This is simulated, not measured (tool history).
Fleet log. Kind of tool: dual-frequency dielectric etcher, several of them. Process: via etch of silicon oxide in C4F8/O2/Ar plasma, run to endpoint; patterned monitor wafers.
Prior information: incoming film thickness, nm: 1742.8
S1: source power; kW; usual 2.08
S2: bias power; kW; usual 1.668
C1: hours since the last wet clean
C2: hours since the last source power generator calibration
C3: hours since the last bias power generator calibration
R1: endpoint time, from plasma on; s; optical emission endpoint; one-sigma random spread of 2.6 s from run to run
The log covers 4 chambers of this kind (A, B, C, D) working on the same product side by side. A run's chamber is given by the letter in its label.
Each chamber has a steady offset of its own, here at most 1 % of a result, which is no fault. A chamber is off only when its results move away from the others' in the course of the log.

| run | hour | S1 | S2 | C1 | C2 | C3 | R1 |
|---|---|---|---|---|---|---|---|
| 1C | 5.4 | 2.08 | 1.668 | 41 | 2633.6 | 659.9 | 357.07 |
| 2A | 9 | 2.08 | 1.668 | 48.7 | 2880.1 | 2567.7 | 361.14 |
| 3D | 15 | 2.08 | 1.668 | 86.4 | 1846.4 | 1561.2 | 355.38 |
| 4B | 19.4 | 2.08 | 1.668 | 203 | 591.2 | 352.6 | 355.38 |
| 5C | 24.4 | 2.08 | 1.668 | 60 | 2652.6 | 678.9 | 358.25 |
| 6B | 29.6 | 1.89 | 1.668 | 213.2 | 601.4 | 362.8 | 364.18 |
| 7A | 33 | 1.89 | 1.668 | 72.7 | 2904.1 | 2591.7 | 374.03 |
| 8D | 38.8 | 1.89 | 1.668 | 110.2 | 1870.2 | 1585 | 366.05 |
| 9A | 42.2 | 1.89 | 1.668 | 81.9 | 2913.3 | 2600.9 | 375.36 |
| 10B | 48.4 | 2.08 | 1.668 | 232 | 620.2 | 381.6 | 352.41 |
| 11C | 53.9 | 2.08 | 1.668 | 89.5 | 2682.1 | 708.4 | 362.17 |
| 12D | 58.7 | 2.08 | 1.668 | 130.1 | 1890.1 | 1604.9 | 349.95 |
| 13C | 64.1 | 2.08 | 1.668 | 99.7 | 2692.3 | 718.6 | 355.5 |
| 14D | 69.3 | 2.08 | 1.668 | 140.7 | 1900.7 | 1615.5 | 359.36 |
| 15A | 73.1 | 2.08 | 1.668 | 112.8 | 2944.2 | 2631.8 | 359.82 |
| 16B | 77.5 | 1.62 | 1.837 | 261.1 | 649.3 | 410.7 | 395.37 |
|  | 80.5 | chamber D: bias power generator calibrated |
| 17A | 82.5 | 1.62 | 1.837 | 122.2 | 2953.6 | 2641.2 | 382.18 |
| 18B | 86.6 | 1.62 | 1.837 | 270.2 | 658.4 | 419.8 | 396.66 |
| 19D | 92.5 | 1.62 | 1.837 | 163.9 | 1923.9 | 12 | 375.16 |
| 20C | 98.2 | 2.25 | 1.887 | 133.8 | 2726.4 | 752.7 | 334.79 |
| 21C | 102.9 | 2.25 | 1.887 | 138.5 | 2731.1 | 757.4 | 331.8 |
| 22D | 109 | 2.25 | 1.887 | 180.4 | 1940.4 | 28.5 | 329.14 |
| 23B | 114.6 | 2.25 | 1.887 | 298.2 | 686.4 | 447.8 | 344.92 |
| 24A | 121.2 | 2.08 | 1.668 | 160.9 | 2992.3 | 2679.9 | 356.1 |
| 25A | 124.5 | 2.08 | 1.668 | 164.2 | 2995.6 | 2683.2 | 357.76 |
| 26B | 127.8 | 2.49 | 1.668 | 311.4 | 699.6 | 461 | 350.87 |

Which is it: a chamber that has drifted or been left off by a service, a gauge drift common to all chambers, or only each chamber's usual small offset? If a chamber is off, name it and its likeliest cause.

It is chamber B that slowly wanders off from its peers.
Most likely cause: etch rate under this chamber's usual, % = 5.47.

Below are 4 candidate recipes for chamber B's next run, each the usual settings with a change, their results shown as question marks. Which of them brings B's results back in line with what the other chambers give on the usual settings?
Maximum distance from the other chambers' mean on the usual settings for a result to count as in line: R1 9 s
| 27B-1 | 132.7 | 1.74 | 1.484 |  |  |  | ? |
| 27B-2 | 132.7 | 2.08 | 1.353 |  |  |  | ? |
| 27B-3 | 132.7 | 2.34 | 1.668 |  |  |  | ? |
| 27B-4 | 132.7 | 2.42 | 1.852 |  |  |  | ? |

The mean the other chambers reach with the usual settings: R1 357.16 s
| run | R1 |
|---|---|
| 27B-1 | 417.58 |
| 27B-2 | 397.84 |
| 27B-3 | 359.1 |
| 27B-4 | 344.4 |
27B-3 brings the chamber back in line.
